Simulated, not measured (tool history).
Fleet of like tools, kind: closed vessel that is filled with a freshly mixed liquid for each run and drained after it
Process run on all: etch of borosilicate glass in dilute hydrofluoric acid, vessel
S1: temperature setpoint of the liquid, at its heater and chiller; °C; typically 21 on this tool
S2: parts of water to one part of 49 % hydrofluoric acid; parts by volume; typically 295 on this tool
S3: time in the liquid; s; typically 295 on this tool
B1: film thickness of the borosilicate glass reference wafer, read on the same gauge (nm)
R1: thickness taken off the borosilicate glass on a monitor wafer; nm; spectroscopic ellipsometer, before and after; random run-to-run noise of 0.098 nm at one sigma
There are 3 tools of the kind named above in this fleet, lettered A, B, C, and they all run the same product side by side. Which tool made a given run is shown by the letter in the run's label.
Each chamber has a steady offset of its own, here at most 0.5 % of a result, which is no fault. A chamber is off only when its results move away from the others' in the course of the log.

| run | hour | S1 | S2 | S3 | B1 | R1 |
|---|---|---|---|---|---|---|
| 1B | 15 | 21 | 295 | 295 | 30.013 | 14.316 |
| 2A | 30.3 | 21 | 295 | 295 | 29.992 | 14.245 |
| 3C | 43.3 | 21 | 295 | 295 | 30.061 | 14.418 |
| 4C | 52.6 | 21 | 295 | 295 | 29.974 | 14.644 |
| 5A | 65.4 | 21 | 295 | 295 | 29.971 | 14.496 |
| 6B | 78.7 | 25.5 | 370 | 295 | 29.992 | 12.517 |
| 7C | 94.1 | 25.5 | 370 | 295 | 29.971 | 12.627 |
| 8A | 105.8 | 25.5 | 370 | 295 | 30.032 | 12.6 |
| 9B | 121.5 | 21 | 295 | 295 | 29.998 | 14.612 |
| 10C | 132.4 | 21 | 295 | 295 | 29.982 | 14.4 |
| 11B | 147.8 | 17 | 390 | 295 | 29.988 | 8.7197 |
| 12A | 156.8 | 17 | 390 | 295 | 30.039 | 8.6122 |
| 13C | 165.4 | 17 | 390 | 295 | 29.969 | 8.7536 |
| 14A | 172.8 | 21 | 295 | 295 | 29.976 | 14.523 |
| 15B | 187.7 | 21 | 295 | 295 | 29.995 | 14.374 |
| 16B | 197 | 21 | 295 | 295 | 29.993 | 14.33 |
| 17C | 212.6 | 21 | 295 | 295 | 30.045 | 14.482 |
| 18A | 227.1 | 21 | 295 | 295 | 30.009 | 14.638 |
| 19A | 234.5 | 21 | 295 | 295 | 30.022 | 14.787 |
| 20B | 246 | 21 | 295 | 295 | 29.979 | 14.48 |
| 21C | 255.5 | 21 | 295 | 295 | 30.005 | 14.482 |
| 22A | 266.9 | 21 | 295 | 295 | 30.007 | 15.15 |
| 23B | 281.4 | 21 | 295 | 295 | 29.985 | 14.323 |
| 24C | 293.7 | 21 | 295 | 295 | 30.057 | 14.511 |
| 25C | 301.5 | 21 | 295 | 295 | 30.003 | 14.5 |
| 26A | 312.2 | 21 | 295 | 295 | 29.992 | 15.112 |
| 27B | 321.7 | 21 | 295 | 295 | 29.984 | 14.316 |
| 28C | 330.5 | 21 | 295 | 295 | 30.012 | 14.497 |
| 29A | 338.3 | 21 | 295 | 295 | 29.955 | 15.288 |
| 30B | 351.7 | 21 | 295 | 295 | 30.038 | 14.447 |
| 31B | 359.9 | 21 | 295 | 295 | 30.01 | 14.538 |
| 32A | 374.8 | 24.5 | 295 | 295 | 29.978 | 17.292 |
| 33C | 387.9 | 24.5 | 295 | 295 | 30.024 | 16.405 |
| 34C | 399 | 24.5 | 295 | 295 | 29.973 | 16.34 |
| 35B | 410.2 | 21 | 295 | 295 | 29.995 | 14.437 |

Is one chamber off against the others, does the gauge drift, or is nothing wrong? If a chamber is off, say which, and what the likeliest cause is.

Little by little, chamber A moves away from the other chambers.
What lies behind it: hydrofluoric acid flow above the setpoint (%) = 6.49.
From this log alone, it may not be told apart from: liquid hotter than its thermometer reads (K).

Which of the 4 candidates below, each the usual settings with something changed and its results left as question marks, puts chamber A back in line with what the other chambers give on the usual settings?
A result is in line if it is within this distance of the other chambers' mean on the usual settings: R1 0.34 nm
| 36A-1 | 421.5 | 21 | 305 | 285 |  | ? |
| 36A-2 | 421.5 | 21 | 295 | 320 |  | ? |
| 36A-3 | 421.5 | 21 | 275 | 315 |  | ? |
| 36A-4 | 421.5 | 21 | 330 | 295 |  | ? |

The other chambers' mean on the usual settings: R1 14.451 nm
| run | R1 |
|---|---|
| 36A-1 | 14.365 |
| 36A-2 | 16.833 |
| 36A-3 | 18.118 |
| 36A-4 | 13.431 |
36A-1 brings the chamber back in line.
